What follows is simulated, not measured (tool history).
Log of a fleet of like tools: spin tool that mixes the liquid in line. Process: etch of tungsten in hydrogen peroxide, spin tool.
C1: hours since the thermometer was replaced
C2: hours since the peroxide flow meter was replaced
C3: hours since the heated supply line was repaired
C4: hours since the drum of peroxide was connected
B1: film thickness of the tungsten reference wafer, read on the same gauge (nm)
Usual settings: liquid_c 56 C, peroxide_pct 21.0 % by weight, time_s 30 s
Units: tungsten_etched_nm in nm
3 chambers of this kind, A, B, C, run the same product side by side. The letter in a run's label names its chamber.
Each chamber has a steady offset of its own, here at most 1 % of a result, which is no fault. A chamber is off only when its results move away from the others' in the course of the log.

Run 1A, hour 9.3: usual settings; C1 681.7; C2 1040.8; C3 281.0; C4 637.4; B1 30.019. Result: tungsten_etched_nm 36.977 nm.
Run 2C, hour 17.2: usual settings; C1 892.7; C2 240.9; C3 1403.3; C4 81.6; B1 29.992. Result: tungsten_etched_nm 36.905 nm.
At hour 21.0: chamber C: thermometer replaced.
Run 3B, hour 26.5: usual settings; C1 465.9; C2 1015.3; C3 158.0; C4 433.1; B1 30.020. Result: tungsten_etched_nm 36.929 nm.
Run 4A, hour 35.8: usual settings; C1 708.2; C2 1067.3; C3 307.5; C4 663.9; B1 29.986. Result: tungsten_etched_nm 36.759 nm.
Run 5B, hour 42.5: usual settings; C1 481.9; C2 1031.3; C3 174.0; C4 449.1; B1 29.979. Result: tungsten_etched_nm 36.817 nm.
Run 6C, hour 51.0: usual settings; C1 30.1; C2 274.7; C3 1437.1; C4 115.4; B1 30.022. Result: tungsten_etched_nm 36.964 nm.
Run 7A, hour 56.2: usual settings but liquid_c 59 C, peroxide_pct 15.0 % by weight; C1 728.6; C2 1087.7; C3 327.9; C4 684.3; B1 30.016. Result: tungsten_etched_nm 36.947 nm.
Run 8B, hour 65.0: usual settings but liquid_c 59 C, peroxide_pct 15.0 % by weight; C1 504.4; C2 1053.8; C3 196.5; C4 471.6; B1 30.012. Result: tungsten_etched_nm 36.809 nm.
Run 9C, hour 70.0: usual settings but liquid_c 59 C, peroxide_pct 15.0 % by weight; C1 49.1; C2 293.7; C3 1456.1; C4 134.4; B1 29.985. Result: tungsten_etched_nm 37.106 nm.
Run 10A, hour 80.7: usual settings; C1 753.1; C2 1112.2; C3 352.4; C4 708.8; B1 30.010. Result: tungsten_etched_nm 36.820 nm.
Run 11C, hour 88.3: usual settings but time_s 35 s; C1 67.4; C2 312.0; C3 1474.4; C4 152.7; B1 30.031. Result: tungsten_etched_nm 43.283 nm.
Run 12B, hour 99.1: usual settings but time_s 35 s; C1 538.5; C2 1087.9; C3 230.6; C4 505.7; B1 29.979. Result: tungsten_etched_nm 42.336 nm.
Run 13A, hour 104.9: usual settings but time_s 35 s; C1 777.3; C2 1136.4; C3 376.6; C4 733.0; B1 29.999. Result: tungsten_etched_nm 43.424 nm.
Run 14C, hour 115.7: usual settings but peroxide_pct 25.0 % by weight; C1 94.8; C2 339.4; C3 1501.8; C4 180.1; B1 30.013. Result: tungsten_etched_nm 40.375 nm.
At hour 120.4: chamber C: heated supply line repaired.
Run 15B, hour 123.8: usual settings but peroxide_pct 25.0 % by weight; C1 563.2; C2 1112.6; C3 255.3; C4 530.4; B1 30.002. Result: tungsten_etched_nm 38.910 nm.
Run 16C, hour 132.2: usual settings but peroxide_pct 25.0 % by weight; C1 111.3; C2 355.9; C3 11.9; C4 196.6; B1 30.032. Result: tungsten_etched_nm 40.353 nm.
Run 17B, hour 140.0: usual settings; C1 579.4; C2 1128.8; C3 271.5; C4 546.6; B1 29.989. Result: tungsten_etched_nm 36.050 nm.
Run 18A, hour 145.4: usual settings; C1 817.8; C2 1176.9; C3 417.1; C4 773.5; B1 29.983. Result: tungsten_etched_nm 36.823 nm.
Run 19B, hour 152.7: usual settings; C1 592.1; C2 1141.5; C3 284.2; C4 559.3; B1 30.007. Result: tungsten_etched_nm 35.243 nm.
Run 20C, hour 159.4: usual settings; C1 138.5; C2 383.1; C3 39.1; C4 223.8; B1 30.021. Result: tungsten_etched_nm 36.956 nm.
Run 21A, hour 166.0: usual settings; C1 838.4; C2 1197.5; C3 437.7; C4 794.1; B1 29.972. Result: tungsten_etched_nm 37.359 nm.
Run 22C, hour 171.6: usual settings; C1 150.7; C2 395.3; C3 51.3; C4 236.0; B1 29.983. Result: tungsten_etched_nm 36.955 nm.
Run 23A, hour 178.6: usual settings; C1 851.0; C2 1210.1; C3 450.3; C4 806.7; B1 30.010. Result: tungsten_etched_nm 36.677 nm.
Run 24B, hour 185.4: usual settings; C1 624.8; C2 1174.2; C3 316.9; C4 592.0; B1 30.028. Result: tungsten_etched_nm 35.148 nm.
Run 25C, hour 192.9: usual settings; C1 172.0; C2 416.6; C3 72.6; C4 257.3; B1 30.006. Result: tungsten_etched_nm 37.046 nm.
Run 26B, hour 199.3: usual settings; C1 638.7; C2 1188.1; C3 330.8; C4 605.9; B1 30.003. Result: tungsten_etched_nm 35.113 nm.
Run 27A, hour 207.7: usual settings; C1 880.1; C2 1239.2; C3 479.4; C4 835.8; B1 29.972. Result: tungsten_etched_nm 36.868 nm.
Run 28C, hour 214.5: usual settings but peroxide_pct 24.0 % by weight; C1 193.6; C2 438.2; C3 94.2; C4 278.9; B1 30.038. Result: tungsten_etched_nm 39.970 nm.
Run 29A, hour 223.6: usual settings but peroxide_pct 24.0 % by weight; C1 896.0; C2 1255.1; C3 495.3; C4 851.7; B1 29.989. Result: tungsten_etched_nm 39.971 nm.
Run 30B, hour 229.8: usual settings but peroxide_pct 24.0 % by weight; C1 669.2; C2 1218.6; C3 361.3; C4 636.4; B1 29.995. Result: tungsten_etched_nm 37.510 nm.
Run 31C, hour 240.6: usual settings but time_s 20 s; C1 219.7; C2 464.3; C3 120.3; C4 305.0; B1 30.032. Result: tungsten_etched_nm 24.610 nm.
Run 32A, hour 248.3: usual settings but time_s 20 s; C1 920.7; C2 1279.8; C3 520.0; C4 876.4; B1 29.993. Result: tungsten_etched_nm 24.929 nm.
Run 33B, hour 254.5: usual settings but time_s 20 s; C1 693.9; C2 1243.3; C3 386.0; C4 661.1; B1 29.983. Result: tungsten_etched_nm 23.137 nm.
Run 34A, hour 262.0: usual settings; C1 934.4; C2 1293.5; C3 533.7; C4 890.1; B1 30.013. Result: tungsten_etched_nm 37.860 nm.
Run 35C, hour 270.2: usual settings; C1 249.3; C2 493.9; C3 149.9; C4 334.6; B1 29.996. Result: tungsten_etched_nm 37.077 nm.
Run 36B, hour 280.4: usual settings but liquid_c 60 C, peroxide_pct 18.5 % by weight; C1 719.8; C2 1269.2; C3 411.9; C4 687.0; B1 29.969. Result: tungsten_etched_nm 41.204 nm.
Run 37A, hour 286.4: usual settings but liquid_c 60 C, peroxide_pct 18.5 % by weight; C1 958.8; C2 1317.9; C3 558.1; C4 914.5; B1 30.014. Result: tungsten_etched_nm 44.218 nm.
Run 38B, hour 295.1: usual settings but liquid_c 60 C, peroxide_pct 18.5 % by weight; C1 734.5; C2 1283.9; C3 426.6; C4 701.7; B1 30.016. Result: tungsten_etched_nm 40.693 nm.
Run 39C, hour 302.3: usual settings; C1 281.4; C2 526.0; C3 182.0; C4 366.7; B1 29.997. Result: tungsten_etched_nm 36.258 nm.
Run 40B, hour 311.3: usual settings; C1 750.7; C2 1300.1; C3 442.8; C4 717.9; B1 30.051. Result: tungsten_etched_nm 34.037 nm.
Run 41C, hour 319.0: usual settings; C1 298.1; C2 542.7; C3 198.7; C4 383.4; B1 30.005. Result: tungsten_etched_nm 36.409 nm.
Run 42A, hour 325.7: usual settings; C1 998.1; C2 1357.2; C3 597.4; C4 953.8; B1 30.034. Result: tungsten_etched_nm 37.465 nm.

What goes on in this fleet: one chamber off, a drifting gauge, or nothing beyond the chambers' own small offsets? Name the chamber and the cause, if any.

Chamber B drifts away from the others.
Cause: liquid colder than its thermometer reads (K) = 1.78.
The log may not tell that from: temperature lost on the way to the wafer (K).

Here are 4 candidates for chamber B's next run, each the usual settings with a change, their results left as question marks. Which one brings its results back in line with what the others give on the usual settings?
In line means no further than this from the other chambers' mean on the usual settings: tungsten_etched_nm 1.100 nm
Run 43B-1, hour 333.5: usual settings but peroxide_pct 29.5 % by weight. Result: tungsten_etched_nm ?.
Run 43B-2, hour 333.5: usual settings but liquid_c 54.5 C, peroxide_pct 20.5 % by weight. Result: tungsten_etched_nm ?.
Run 43B-3, hour 333.5: usual settings but liquid_c 57.5 C, peroxide_pct 21.5 % by weight. Result: tungsten_etched_nm ?.
Run 43B-4, hour 333.5: usual settings but liquid_c 53.0 C. Result: tungsten_etched_nm ?.

The other chambers' mean on the usual settings: tungsten_etched_nm 36.973 nm
  run  tungsten_etched_nm
43B-1              39.428
43B-2              30.065
43B-3              36.828
43B-4              27.775
43B-3 brings the chamber back in line.
